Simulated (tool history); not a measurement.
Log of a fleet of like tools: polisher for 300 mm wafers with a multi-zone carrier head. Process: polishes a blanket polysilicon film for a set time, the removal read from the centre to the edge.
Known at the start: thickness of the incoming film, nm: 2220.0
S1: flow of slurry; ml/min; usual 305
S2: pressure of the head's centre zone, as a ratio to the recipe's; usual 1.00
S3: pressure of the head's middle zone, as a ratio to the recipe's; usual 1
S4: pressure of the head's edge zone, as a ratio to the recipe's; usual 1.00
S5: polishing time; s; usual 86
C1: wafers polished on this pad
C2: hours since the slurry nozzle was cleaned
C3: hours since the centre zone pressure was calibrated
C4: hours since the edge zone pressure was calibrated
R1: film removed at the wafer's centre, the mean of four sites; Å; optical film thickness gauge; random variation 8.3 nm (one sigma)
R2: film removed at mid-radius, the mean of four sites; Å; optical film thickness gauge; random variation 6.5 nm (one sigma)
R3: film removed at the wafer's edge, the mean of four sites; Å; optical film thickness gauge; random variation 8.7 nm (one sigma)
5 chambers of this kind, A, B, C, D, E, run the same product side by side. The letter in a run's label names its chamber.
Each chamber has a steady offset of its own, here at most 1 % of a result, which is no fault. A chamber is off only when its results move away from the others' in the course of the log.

Run 1B, day 0.396: usual settings; C1 270; C2 155.8; C3 96.5; C4 349.1. Result: R1 7026.8 Å, R2 6956.9 Å, R3 7003.3 Å.
Run 2C, day 0.600: usual settings; C1 238; C2 156.5; C3 491.2; C4 811.8. Result: R1 6992.3 Å, R2 6988.7 Å, R3 7170.1 Å.
Run 3A, day 0.862: usual settings; C1 928; C2 101.0; C3 1023.8; C4 843.6. Result: R1 7045.1 Å, R2 6849.3 Å, R3 6945.9 Å.
Run 4D, day 1.142: usual settings; C1 999; C2 179.2; C3 436.2; C4 151.1. Result: R1 6886.2 Å, R2 6973.0 Å, R3 6987.3 Å.
At day 1.250: chamber E: slurry nozzle cleaned.
Run 5E, day 1.317: usual settings but S4 1.12; C1 813; C2 1.7; C3 932.7; C4 726.3. Result: R1 6919.5 Å, R2 7125.7 Å, R3 7568.9 Å.
Run 6B, day 1.529: usual settings but S4 1.12; C1 438; C2 183.0; C3 123.7; C4 376.3. Result: R1 6955.3 Å, R2 6988.9 Å, R3 7259.0 Å.
Run 7D, day 1.767: usual settings but S4 1.12; C1 1092; C2 194.2; C3 451.2; C4 166.1. Result: R1 7100.3 Å, R2 6849.8 Å, R3 7347.8 Å.
Run 8C, day 1.938: usual settings but S4 1.12; C1 436; C2 188.6; C3 523.3; C4 843.9. Result: R1 7027.3 Å, R2 7037.9 Å, R3 7532.0 Å.
At day 2.071: chamber D: worn pad replaced by a new one.
Run 9A, day 2.317: usual settings but S4 1.12; C1 1144; C2 135.9; C3 1058.7; C4 878.5. Result: R1 6902.8 Å, R2 7029.1 Å, R3 7300.0 Å.
At day 2.446: chamber B: slurry nozzle cleaned.
At day 2.533: chamber A: centre zone pressure recalibrated.
Run 10E, day 2.562: usual settings; C1 997; C2 31.6; C3 962.6; C4 756.2. Result: R1 6859.9 Å, R2 7138.2 Å, R3 7051.8 Å.
Run 11C, day 2.888: usual settings; C1 577; C2 211.4; C3 546.1; C4 866.7. Result: R1 7045.3 Å, R2 7021.1 Å, R3 7015.1 Å.
At day 3.246: chamber D: centre zone pressure recalibrated.
Run 12B, day 3.250: usual settings; C1 693; C2 19.3; C3 165.0; C4 417.6. Result: R1 6908.0 Å, R2 7117.7 Å, R3 6894.5 Å.
At day 3.342: chamber B: edge zone pressure recalibrated.
Run 13E, day 3.542: usual settings; C1 1143; C2 55.1; C3 986.1; C4 779.7. Result: R1 6741.3 Å, R2 6795.5 Å, R3 6896.6 Å.
At day 3.554: chamber C: edge zone pressure recalibrated.
At day 3.629: chamber B: worn pad replaced by a new one.
Run 14A, day 3.771: usual settings; C1 1360; C2 170.8; C3 29.7; C4 913.4. Result: R1 6967.9 Å, R2 6952.6 Å, R3 7066.9 Å.
At day 3.967: chamber A: worn pad replaced by a new one.
Run 15D, day 4.096: usual settings; C1 300; C2 250.1; C3 20.4; C4 222.0. Result: R1 6982.8 Å, R2 6931.4 Å, R3 7123.3 Å.
At day 4.438: chamber A: edge zone pressure recalibrated.
Run 16D, day 4.488: usual settings; C1 358; C2 259.5; C3 29.8; C4 231.4. Result: R1 6853.5 Å, R2 6931.3 Å, R3 6934.1 Å.
Run 17A, day 4.792: usual settings; C1 122; C2 195.3; C3 54.2; C4 8.6. Result: R1 7002.1 Å, R2 7075.1 Å, R3 6924.4 Å.
Run 18C, day 5.083: usual settings but S2 0.89, S4 1.09; C1 903; C2 264.1; C3 598.8; C4 36.7. Result: R1 6145.7 Å, R2 6942.3 Å, R3 7497.9 Å.
Run 19E, day 5.333: usual settings but S2 0.89, S4 1.09; C1 1408; C2 98.1; C3 1029.1; C4 822.7. Result: R1 5811.4 Å, R2 6612.7 Å, R3 6879.9 Å.
Run 20B, day 5.671: usual settings but S2 0.89, S4 1.09; C1 303; C2 77.4; C3 223.1; C4 56.0. Result: R1 6142.7 Å, R2 7110.1 Å, R3 7252.4 Å.
Run 21A, day 5.879: usual settings but S2 0.89, S4 1.09; C1 284; C2 221.4; C3 80.3; C4 34.7. Result: R1 6186.7 Å, R2 6963.3 Å, R3 7313.7 Å.
Run 22C, day 6.117: usual settings but S2 0.89, S4 1.09; C1 1056; C2 288.9; C3 623.6; C4 61.5. Result: R1 6246.2 Å, R2 7030.0 Å, R3 7291.5 Å.
Run 23D, day 6.496: usual settings; C1 656; C2 307.7; C3 78.0; C4 279.6. Result: R1 6942.5 Å, R2 6974.8 Å, R3 6971.2 Å.
Run 24E, day 6.804: usual settings; C1 1626; C2 133.4; C3 1064.4; C4 858.0. Result: R1 6414.5 Å, R2 6413.5 Å, R3 6388.2 Å.
Run 25B, day 7.129: usual settings; C1 519; C2 112.4; C3 258.1; C4 91.0. Result: R1 7179.1 Å, R2 7083.1 Å, R3 7030.6 Å.
Run 26C, day 7.471: usual settings but S1 350 ml/min, S5 63 s; C1 1257; C2 321.4; C3 656.1; C4 94.0. Result: R1 5285.6 Å, R2 5209.6 Å, R3 5257.3 Å.
Run 27D, day 7.717: usual settings but S1 350 ml/min, S5 63 s; C1 837; C2 337.0; C3 107.3; C4 308.9. Result: R1 5176.9 Å, R2 5139.7 Å, R3 5206.3 Å.
Run 28A, day 7.992: usual settings but S1 350 ml/min, S5 63 s; C1 597; C2 272.1; C3 131.0; C4 85.4. Result: R1 5202.5 Å, R2 5116.5 Å, R3 5135.5 Å.
Run 29E, day 8.375: usual settings but S1 350 ml/min, S5 63 s; C1 1859; C2 171.1; C3 1102.1; C4 895.7. Result: R1 4645.2 Å, R2 4629.7 Å, R3 4619.8 Å.
Run 30B, day 8.767: usual settings but S1 350 ml/min, S5 63 s; C1 762; C2 151.7; C3 297.4; C4 130.3. Result: R1 5071.4 Å, R2 5272.2 Å, R3 5105.9 Å.
Run 31A, day 9.021: usual settings; C1 749; C2 296.8; C3 155.7; C4 110.1. Result: R1 6944.6 Å, R2 6925.0 Å, R3 6883.3 Å.

Next, every chamber runs the same settings. What will each give?
Run 32A, day 9.308: usual settings but S2 0.90. Result: R1 ?, R2 ?, R3 ?.
Run 32B, day 9.308: usual settings but S2 0.90. Result: R1 ?, R2 ?, R3 ?.
Run 32C, day 9.308: usual settings but S2 0.90. Result: R1 ?, R2 ?, R3 ?.
Run 32D, day 9.308: usual settings but S2 0.90. Result: R1 ?, R2 ?, R3 ?.
Run 32E, day 9.308: usual settings but S2 0.90. Result: R1 ?, R2 ?, R3 ?.

run      R1      R2      R3
32A  6226.5  6949.2  7005.0
32B  6243.8  6868.3  6964.5
32C  6238.1  7006.9  7047.9
32D  6175.2  6792.2  7003.6
32E  5516.1  6215.7  6222.6
